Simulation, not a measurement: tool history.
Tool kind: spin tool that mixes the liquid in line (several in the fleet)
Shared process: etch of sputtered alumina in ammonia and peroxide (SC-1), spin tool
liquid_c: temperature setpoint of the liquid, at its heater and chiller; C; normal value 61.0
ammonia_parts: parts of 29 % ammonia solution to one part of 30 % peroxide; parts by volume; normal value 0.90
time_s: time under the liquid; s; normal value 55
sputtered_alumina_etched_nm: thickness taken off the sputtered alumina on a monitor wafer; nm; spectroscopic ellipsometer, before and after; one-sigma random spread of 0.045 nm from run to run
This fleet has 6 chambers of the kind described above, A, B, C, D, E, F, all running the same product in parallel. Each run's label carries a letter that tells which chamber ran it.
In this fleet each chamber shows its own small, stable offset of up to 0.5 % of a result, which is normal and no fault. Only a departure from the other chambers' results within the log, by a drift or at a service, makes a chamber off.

run,hour,liquid_c,ammonia_parts,time_s,hours since the thermometer was replaced,hours since the ammonia flow meter was replaced,hours since the heated supply line was repaired,hours since the drum of ammonia solution was connected,"read-back film thickness of the sputtered alumina reference wafer, read on the same gauge (nm)",sputtered_alumina_etched_nm
# hour 1.7: chamber F: new drum of ammonia solution connected
1E,7.4,61.0,0.90,55,403.9,1278.1,694.1,145.7,59.994,4.7171
2C,15.8,61.0,0.90,55,1171.2,754.0,648.2,617.0,59.980,4.6026
3F,26.2,61.0,0.90,55,1099.1,69.1,2244.0,24.6,60.014,4.6131
4D,34.4,61.0,0.90,55,272.5,757.0,476.8,349.0,59.987,4.5843
5A,42.7,61.0,0.90,55,77.2,482.3,1856.0,656.7,60.010,4.6203
6B,50.3,69.0,0.75,55,260.9,347.5,1623.1,284.5,59.975,6.8506
7F,59.7,69.0,0.75,55,1132.6,102.6,2277.5,58.1,59.995,6.8316
8A,70.0,69.0,0.75,55,104.5,509.6,1883.3,684.0,60.019,6.6684
# hour 72.2: chamber B: new drum of ammonia solution connected
9B,77.4,69.0,0.75,55,288.0,374.6,1650.2,5.2,59.986,6.6874
10E,88.5,69.0,0.75,55,485.0,1359.2,775.2,226.8,59.995,6.7269
11C,93.6,69.0,0.75,55,1249.0,831.8,726.0,694.8,60.003,6.8785
# hour 95.3: chamber C: ammonia flow meter replaced
12D,104.3,61.0,0.90,55,342.4,826.9,546.7,418.9,59.995,4.6103
13B,114.5,61.0,0.90,55,325.1,411.7,1687.3,42.3,59.995,4.6350
14E,124.3,61.0,0.90,90,520.8,1395.0,811.0,262.6,60.001,7.6237
15A,130.0,61.0,0.90,90,164.5,569.6,1943.3,744.0,60.002,7.6738
16C,137.1,61.0,0.90,90,1292.5,41.9,769.5,738.3,60.037,7.8455
17F,148.1,61.0,0.90,90,1221.0,191.0,2365.9,146.5,60.044,7.4825
18D,154.3,61.0,0.90,90,392.4,876.9,596.7,468.9,60.014,7.6140
19F,159.7,61.0,0.90,90,1232.6,202.6,2377.5,158.1,59.998,7.4902
20D,170.5,61.0,0.90,55,408.6,893.1,612.9,485.1,60.025,4.6975
21B,178.0,67.0,0.90,75,388.6,475.2,1750.8,105.8,59.965,8.4075
22C,187.3,67.0,0.90,75,1342.7,92.1,819.7,788.5,59.988,9.0156
23A,196.9,67.0,0.90,75,231.4,636.5,2010.2,810.9,60.011,8.5109
24E,207.7,67.0,0.90,75,604.2,1478.4,894.4,346.0,60.009,8.5873
# hour 210.4: chamber C: new drum of ammonia solution connected
25E,217.4,67.0,0.90,75,613.9,1488.1,904.1,355.7,59.981,8.5175
# hour 217.5: chamber D: new drum of ammonia solution connected
# hour 225.3: chamber E: thermometer replaced
# hour 227.8: chamber B: ammonia flow meter replaced
26A,228.0,67.0,0.90,75,262.5,667.6,2041.3,842.0,59.983,8.4350
27C,239.1,61.0,0.90,55,1394.5,143.9,871.5,28.8,59.985,5.0495
28D,245.7,61.0,0.90,55,483.8,968.3,688.1,28.3,59.965,4.5458
29F,254.3,55.5,0.90,55,1327.2,297.2,2472.1,252.7,60.040,3.4906
30B,261.0,55.5,0.90,55,471.6,33.3,1833.8,188.8,60.017,3.5651
31A,266.7,55.5,0.90,55,301.2,706.3,2080.0,880.7,59.995,3.4421
32D,272.1,55.5,0.90,55,510.2,994.7,714.5,54.7,59.963,3.4146
33E,280.6,55.5,0.90,55,55.4,1551.3,967.3,418.9,59.989,3.4762
34C,285.5,55.5,0.90,55,1440.9,190.3,917.9,75.2,59.997,3.8351
35F,292.2,61.0,0.90,55,1365.1,335.1,2510.0,290.6,60.001,4.5865
36B,297.5,61.0,0.90,55,508.1,69.8,1870.3,225.3,60.008,4.6349
37D,303.3,61.0,0.90,55,541.4,1025.9,745.7,85.9,59.984,4.5643
38C,314.5,61.0,0.90,55,1469.9,219.3,946.9,104.2,60.019,5.0822
39F,323.4,61.0,0.90,55,1396.3,366.3,2541.2,321.8,60.006,4.6231
40B,329.5,61.0,0.90,55,540.1,101.8,1902.3,257.3,59.997,4.6245
41E,338.3,61.0,0.90,55,113.1,1609.0,1025.0,476.6,60.017,4.5920
42A,349.7,61.0,0.90,55,384.2,789.3,2163.0,963.7,59.989,4.6185

Has any chamber moved away from the others, gradually or after a service, or does the common gauge drift, or do the chambers differ only by their own small steady offsets? State the chamber and the most likely cause if one applies.

Little by little, chamber C moves away from the other chambers.
What lies behind it: liquid hotter than its thermometer reads (K) = 2.28.

Here are 4 candidates for chamber C's next run, each the usual settings with a change, their results left as question marks. Which one brings its results back in line with what the others give on the usual settings?
Allowed miss from the other chambers' usual-settings mean, per result, to count as in line: sputtered_alumina_etched_nm 0.1600 nm
43C-1,357.9,63.5,0.90,55,,,,,,?
43C-2,357.9,60.0,0.90,55,,,,,,?
43C-3,357.9,62.0,0.90,55,,,,,,?
43C-4,357.9,61.0,0.25,55,,,,,,?

Other chambers, usual settings, mean: sputtered_alumina_etched_nm 4.6144 nm
run,sputtered_alumina_etched_nm
43C-1,5.8591
43C-2,4.9244
43C-3,5.4417
43C-4,4.5724
43C-4 is the one that brings the chamber's results back in line with the other chambers.

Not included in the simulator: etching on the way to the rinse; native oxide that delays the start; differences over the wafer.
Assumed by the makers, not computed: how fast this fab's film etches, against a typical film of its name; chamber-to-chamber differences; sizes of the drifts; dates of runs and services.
